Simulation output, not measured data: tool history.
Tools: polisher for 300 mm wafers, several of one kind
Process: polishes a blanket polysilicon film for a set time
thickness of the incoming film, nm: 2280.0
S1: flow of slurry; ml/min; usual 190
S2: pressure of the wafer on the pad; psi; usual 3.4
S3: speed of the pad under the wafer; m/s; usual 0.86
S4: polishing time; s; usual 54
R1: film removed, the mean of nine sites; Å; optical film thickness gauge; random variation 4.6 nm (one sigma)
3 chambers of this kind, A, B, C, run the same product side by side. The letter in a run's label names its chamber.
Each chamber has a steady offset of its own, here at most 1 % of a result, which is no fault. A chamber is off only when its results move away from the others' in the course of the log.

Run 1A, hour 6.4: usual settings. Result: R1 4189.6 Å.
Run 2B, hour 11.4: usual settings. Result: R1 4115.7 Å.
At hour 11.6: chamber B: worn pad replaced by a new one.
At hour 12.5: chamber A: worn pad replaced by a new one.
Run 3C, hour 17.9: usual settings. Result: R1 4128.4 Å.
At hour 19.4: chamber A: head pressure recalibrated.
Run 4A, hour 26.1: usual settings. Result: R1 4172.5 Å.
Run 5B, hour 33.1: usual settings. Result: R1 4136.1 Å.
Run 6C, hour 38.1: usual settings. Result: R1 4150.1 Å.
At hour 42.6: chamber C: worn pad replaced by a new one.
Run 7C, hour 43.1: usual settings but S2 3 psi. Result: R1 3635.8 Å.
Run 8B, hour 50.2: usual settings but S2 3 psi. Result: R1 3640.9 Å.
Run 9A, hour 58.1: usual settings but S2 3 psi. Result: R1 3729.8 Å.
Run 10A, hour 62.9: usual settings. Result: R1 4098.6 Å.
At hour 66: chamber B: worn pad replaced by a new one.
Run 11C, hour 68.6: usual settings but S2 2.5 psi. Result: R1 3063.7 Å.
At hour 69.2: chamber B: slurry nozzle cleaned.
Run 12B, hour 72.6: usual settings but S2 2.5 psi. Result: R1 3115.4 Å.
Run 13C, hour 76.8: usual settings but S2 2.5 psi. Result: R1 3093.1 Å.
At hour 80.2: chamber C: worn pad replaced by a new one.
Run 14B, hour 81.5: usual settings. Result: R1 4134.4 Å.
Run 15A, hour 89.7: usual settings. Result: R1 4131.4 Å.
Run 16C, hour 97.8: usual settings. Result: R1 4145.6 Å.
Run 17A, hour 103.5: usual settings but S1 125 ml/min, S4 71 s. Result: R1 5135.1 Å.
At hour 107.6: chamber B: head pressure recalibrated.
Run 18B, hour 108: usual settings but S1 125 ml/min, S4 71 s. Result: R1 5696.2 Å.
At hour 111.6: chamber A: worn pad replaced by a new one.
Run 19B, hour 116.2: usual settings but S1 125 ml/min, S4 71 s. Result: R1 5610.2 Å.
At hour 119.6: chamber C: worn pad replaced by a new one.
At hour 120.1: chamber B: worn pad replaced by a new one.
Run 20A, hour 120.7: usual settings. Result: R1 4123.4 Å.
At hour 123.2: chamber C: head pressure recalibrated.
Run 21C, hour 126.2: usual settings. Result: R1 4119.8 Å.
Run 22B, hour 132: usual settings but S1 215 ml/min, S2 3 psi. Result: R1 4127.8 Å.
Run 23A, hour 139: usual settings but S1 215 ml/min, S2 3 psi. Result: R1 3705.8 Å.
Run 24C, hour 145.8: usual settings but S1 215 ml/min, S2 3 psi. Result: R1 3626.7 Å.
Run 25C, hour 150.6: usual settings. Result: R1 4142.7 Å.
Run 26B, hour 154.7: usual settings. Result: R1 4561.6 Å.
At hour 157.7: chamber C: worn pad replaced by a new one.
Run 27A, hour 160: usual settings. Result: R1 4190.7 Å.
Run 28C, hour 166.5: usual settings. Result: R1 4153.2 Å.
Run 29A, hour 172.4: usual settings. Result: R1 4153.1 Å.
Run 30B, hour 176.7: usual settings but S4 71 s. Result: R1 6066.9 Å.
At hour 178.6: chamber B: worn pad replaced by a new one.
Run 31B, hour 184.8: usual settings but S4 71 s. Result: R1 6112.7 Å.
Run 32A, hour 193.1: usual settings but S4 71 s. Result: R1 5628.9 Å.

What goes on in this fleet: one chamber off, a drifting gauge, or nothing beyond the chambers' own small offsets? Name the chamber and the cause, if any.

A service left chamber B off against the others.
Cause: head's pressure above its setpoint, % = 10.8.

Here are 4 candidates for chamber B's next run, each the usual settings with a change, their results left as question marks. Which one brings its results back in line with what the others give on the usual settings?
In line means no further than this from the other chambers' mean on the usual settings: R1 160 Å
Run 33B-1, hour 199: usual settings but S2 3.3 psi, S3 0.84 m/s, S4 52 s. Result: R1 ?.
Run 33B-2, hour 199: usual settings but S2 3.7 psi, S3 0.92 m/s, S4 58 s. Result: R1 ?.
Run 33B-3, hour 199: usual settings but S2 3.5 psi, S3 0.9 m/s, S4 56 s. Result: R1 ?.
Run 33B-4, hour 199: usual settings but S1 185 ml/min, S3 0.7 m/s. Result: R1 ?.

The other chambers' mean on the usual settings: R1 4149.2 Å
  run      R1
33B-1  4222.3
33B-2  5777.9
33B-3  5164.3
33B-4  3751.7
33B-1 brings the chamber back in line.

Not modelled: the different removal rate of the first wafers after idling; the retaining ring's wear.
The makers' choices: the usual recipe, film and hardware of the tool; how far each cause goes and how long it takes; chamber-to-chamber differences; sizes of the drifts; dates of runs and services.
